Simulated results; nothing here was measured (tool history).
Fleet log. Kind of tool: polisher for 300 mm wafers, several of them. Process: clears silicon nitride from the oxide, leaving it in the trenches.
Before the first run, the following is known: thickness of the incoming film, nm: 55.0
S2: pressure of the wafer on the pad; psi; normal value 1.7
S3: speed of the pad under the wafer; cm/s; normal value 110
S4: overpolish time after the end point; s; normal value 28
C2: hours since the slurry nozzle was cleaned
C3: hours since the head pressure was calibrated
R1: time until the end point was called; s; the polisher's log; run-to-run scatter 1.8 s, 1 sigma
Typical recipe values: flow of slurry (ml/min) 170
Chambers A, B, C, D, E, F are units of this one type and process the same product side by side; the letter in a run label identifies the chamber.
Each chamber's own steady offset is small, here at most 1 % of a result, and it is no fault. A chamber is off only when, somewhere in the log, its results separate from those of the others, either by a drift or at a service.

{"run": "1D", "hour": 4.5, "flow of slurry (ml/min)": 170, "S2": 1.7, "S3": 110, "S4": 28, "wafers polished on this pad": 80, "C2": 64.9, "C3": 558.1, "R1": 100.39}
{"run": "2A", "hour": 8.3, "flow of slurry (ml/min)": 170, "S2": 1.7, "S3": 110, "S4": 28, "wafers polished on this pad": 584, "C2": 96.8, "C3": 221.3, "R1": 100.46}
{"run": "3E", "hour": 11.4, "flow of slurry (ml/min)": 170, "S2": 1.7, "S3": 110, "S4": 28, "wafers polished on this pad": 802, "C2": 207.7, "C3": 788.7, "R1": 98.941}
{"run": "4B", "hour": 15.1, "flow of slurry (ml/min)": 170, "S2": 1.7, "S3": 110, "S4": 28, "wafers polished on this pad": 912, "C2": 124.7, "C3": 686.2, "R1": 99.926}
{"run": "5F", "hour": 19.9, "flow of slurry (ml/min)": 170, "S2": 1.7, "S3": 110, "S4": 28, "wafers polished on this pad": 126, "C2": 786.7, "C3": 285.6, "R1": 101.16}
{"run": "6C", "hour": 22.5, "flow of slurry (ml/min)": 170, "S2": 1.7, "S3": 110, "S4": 28, "wafers polished on this pad": 615, "C2": 27.8, "C3": 79.1, "R1": 100.33}
{"hour": 25.3, "done": "chamber C: worn pad replaced by a new one"}
{"run": "7D", "hour": 26.5, "flow of slurry (ml/min)": 170, "S2": 1.7, "S3": 110, "S4": 28, "wafers polished on this pad": 192, "C2": 86.9, "C3": 580.1, "R1": 95.646}
{"run": "8C", "hour": 29.4, "flow of slurry (ml/min)": 170, "S2": 1.7, "S3": 110, "S4": 28, "wafers polished on this pad": 21, "C2": 34.7, "C3": 86.0, "R1": 99.165}
{"hour": 29.6, "done": "chamber B: worn pad replaced by a new one"}
{"run": "9F", "hour": 31.8, "flow of slurry (ml/min)": 170, "S2": 1.7, "S3": 110, "S4": 28, "wafers polished on this pad": 187, "C2": 798.6, "C3": 297.5, "R1": 103.19}
{"run": "10B", "hour": 34.5, "flow of slurry (ml/min)": 170, "S2": 1.7, "S3": 110, "S4": 28, "wafers polished on this pad": 25, "C2": 144.1, "C3": 705.6, "R1": 98.192}
{"run": "11A", "hour": 37.2, "flow of slurry (ml/min)": 170, "S2": 1.7, "S3": 110, "S4": 28, "wafers polished on this pad": 732, "C2": 125.7, "C3": 250.2, "R1": 99.246}
{"run": "12E", "hour": 39.7, "flow of slurry (ml/min)": 170, "S2": 1.7, "S3": 110, "S4": 28, "wafers polished on this pad": 946, "C2": 236.0, "C3": 817.0, "R1": 96.512}
{"run": "13B", "hour": 42.2, "flow of slurry (ml/min)": 170, "S2": 1.7, "S3": 110, "S4": 28, "wafers polished on this pad": 64, "C2": 151.8, "C3": 713.3, "R1": 98.553}
{"run": "14F", "hour": 45.3, "flow of slurry (ml/min)": 170, "S2": 1.7, "S3": 110, "S4": 28, "wafers polished on this pad": 256, "C2": 812.1, "C3": 311.0, "R1": 98.351}
{"run": "15E", "hour": 47.5, "flow of slurry (ml/min)": 170, "S2": 1.7, "S3": 110, "S4": 28, "wafers polished on this pad": 986, "C2": 243.8, "C3": 824.8, "R1": 98.075}
{"run": "16C", "hour": 50.9, "flow of slurry (ml/min)": 170, "S2": 1.7, "S3": 146, "S4": 28, "wafers polished on this pad": 131, "C2": 56.2, "C3": 107.5, "R1": 75.411}
{"run": "17A", "hour": 54.0, "flow of slurry (ml/min)": 170, "S2": 1.7, "S3": 146, "S4": 28, "wafers polished on this pad": 818, "C2": 142.5, "C3": 267.0, "R1": 74.919}
{"run": "18D", "hour": 57.3, "flow of slurry (ml/min)": 170, "S2": 1.7, "S3": 146, "S4": 28, "wafers polished on this pad": 349, "C2": 117.7, "C3": 610.9, "R1": 75.692}
{"run": "19F", "hour": 60.8, "flow of slurry (ml/min)": 170, "S2": 1.7, "S3": 146, "S4": 28, "wafers polished on this pad": 335, "C2": 827.6, "C3": 326.5, "R1": 76.694}
{"run": "20E", "hour": 65.4, "flow of slurry (ml/min)": 170, "S2": 1.7, "S3": 146, "S4": 28, "wafers polished on this pad": 1077, "C2": 261.7, "C3": 842.7, "R1": 75.0}
{"hour": 66.3, "done": "chamber A: worn pad replaced by a new one"}
{"run": "21A", "hour": 67.7, "flow of slurry (ml/min)": 170, "S2": 1.7, "S3": 146, "S4": 28, "wafers polished on this pad": 7, "C2": 156.2, "C3": 280.7, "R1": 74.389}
{"run": "22D", "hour": 71.4, "flow of slurry (ml/min)": 170, "S2": 1.7, "S3": 110, "S4": 28, "wafers polished on this pad": 421, "C2": 131.8, "C3": 625.0, "R1": 99.139}
{"run": "23B", "hour": 73.6, "flow of slurry (ml/min)": 170, "S2": 1.7, "S3": 110, "S4": 28, "wafers polished on this pad": 224, "C2": 183.2, "C3": 744.7, "R1": 98.985}
{"run": "24C", "hour": 78.0, "flow of slurry (ml/min)": 170, "S2": 1.7, "S3": 110, "S4": 28, "wafers polished on this pad": 269, "C2": 83.3, "C3": 134.6, "R1": 97.254}
{"run": "25B", "hour": 81.0, "flow of slurry (ml/min)": 170, "S2": 1.7, "S3": 110, "S4": 28, "wafers polished on this pad": 262, "C2": 190.6, "C3": 752.1, "R1": 99.786}
{"run": "26F", "hour": 84.5, "flow of slurry (ml/min)": 170, "S2": 1.7, "S3": 110, "S4": 28, "wafers polished on this pad": 456, "C2": 851.3, "C3": 350.2, "R1": 97.944}
{"hour": 86.1, "done": "chamber E: head pressure recalibrated"}
{"run": "27C", "hour": 87.1, "flow of slurry (ml/min)": 170, "S2": 1.7, "S3": 110, "S4": 28, "wafers polished on this pad": 315, "C2": 92.4, "C3": 143.7, "R1": 101.85}
{"run": "28A", "hour": 89.9, "flow of slurry (ml/min)": 170, "S2": 1.7, "S3": 110, "S4": 28, "wafers polished on this pad": 120, "C2": 178.4, "C3": 302.9, "R1": 98.235}
{"run": "29E", "hour": 93.2, "flow of slurry (ml/min)": 170, "S2": 1.7, "S3": 110, "S4": 28, "wafers polished on this pad": 1219, "C2": 289.5, "C3": 7.2, "R1": 98.703}
{"run": "30D", "hour": 96.5, "flow of slurry (ml/min)": 170, "S2": 1.7, "S3": 110, "S4": 28, "wafers polished on this pad": 549, "C2": 156.9, "C3": 650.1, "R1": 99.618}
{"run": "31F", "hour": 99.6, "flow of slurry (ml/min)": 170, "S2": 1.7, "S3": 110, "S4": 28, "wafers polished on this pad": 533, "C2": 866.4, "C3": 365.3, "R1": 100.56}
{"run": "32C", "hour": 102.6, "flow of slurry (ml/min)": 170, "S2": 1.7, "S3": 110, "S4": 28, "wafers polished on this pad": 394, "C2": 107.9, "C3": 159.2, "R1": 99.185}
{"run": "33E", "hour": 106.0, "flow of slurry (ml/min)": 170, "S2": 1.7, "S3": 110, "S4": 28, "wafers polished on this pad": 1285, "C2": 302.3, "C3": 20.0, "R1": 100.81}
{"run": "34A", "hour": 108.7, "flow of slurry (ml/min)": 170, "S2": 1.9, "S3": 110, "S4": 28, "wafers polished on this pad": 216, "C2": 197.2, "C3": 321.7, "R1": 91.621}
{"run": "35D", "hour": 111.1, "flow of slurry (ml/min)": 170, "S2": 1.9, "S3": 110, "S4": 28, "wafers polished on this pad": 624, "C2": 171.5, "C3": 664.7, "R1": 90.917}
{"run": "36B", "hour": 115.2, "flow of slurry (ml/min)": 170, "S2": 1.9, "S3": 110, "S4": 28, "wafers polished on this pad": 436, "C2": 224.8, "C3": 786.3, "R1": 88.721}
{"run": "37C", "hour": 119.2, "flow of slurry (ml/min)": 170, "S2": 1.9, "S3": 110, "S4": 28, "wafers polished on this pad": 479, "C2": 124.5, "C3": 175.8, "R1": 90.114}
{"run": "38E", "hour": 122.0, "flow of slurry (ml/min)": 170, "S2": 1.9, "S3": 110, "S4": 28, "wafers polished on this pad": 1366, "C2": 318.3, "C3": 36.0, "R1": 85.916}
{"run": "39D", "hour": 125.5, "flow of slurry (ml/min)": 170, "S2": 1.9, "S3": 110, "S4": 28, "wafers polished on this pad": 697, "C2": 185.9, "C3": 679.1, "R1": 88.202}

All 6 chambers run these settings next. Forecast each chamber's results:
{"run": "40A", "hour": 128.9, "flow of slurry (ml/min)": 170, "S2": 1.7, "S3": 110, "S4": 41, "R1": "?"}
{"run": "40B", "hour": 128.9, "flow of slurry (ml/min)": 170, "S2": 1.7, "S3": 110, "S4": 41, "R1": "?"}
{"run": "40C", "hour": 128.9, "flow of slurry (ml/min)": 170, "S2": 1.7, "S3": 110, "S4": 41, "R1": "?"}
{"run": "40D", "hour": 128.9, "flow of slurry (ml/min)": 170, "S2": 1.7, "S3": 110, "S4": 41, "R1": "?"}
{"run": "40E", "hour": 128.9, "flow of slurry (ml/min)": 170, "S2": 1.7, "S3": 110, "S4": 41, "R1": "?"}
{"run": "40F", "hour": 128.9, "flow of slurry (ml/min)": 170, "S2": 1.7, "S3": 110, "S4": 41, "R1": "?"}

run=40A R1=101.540
run=40B R1=98.765
run=40C R1=98.906
run=40D R1=99.691
run=40E R1=100.440
run=40F R1=100.170
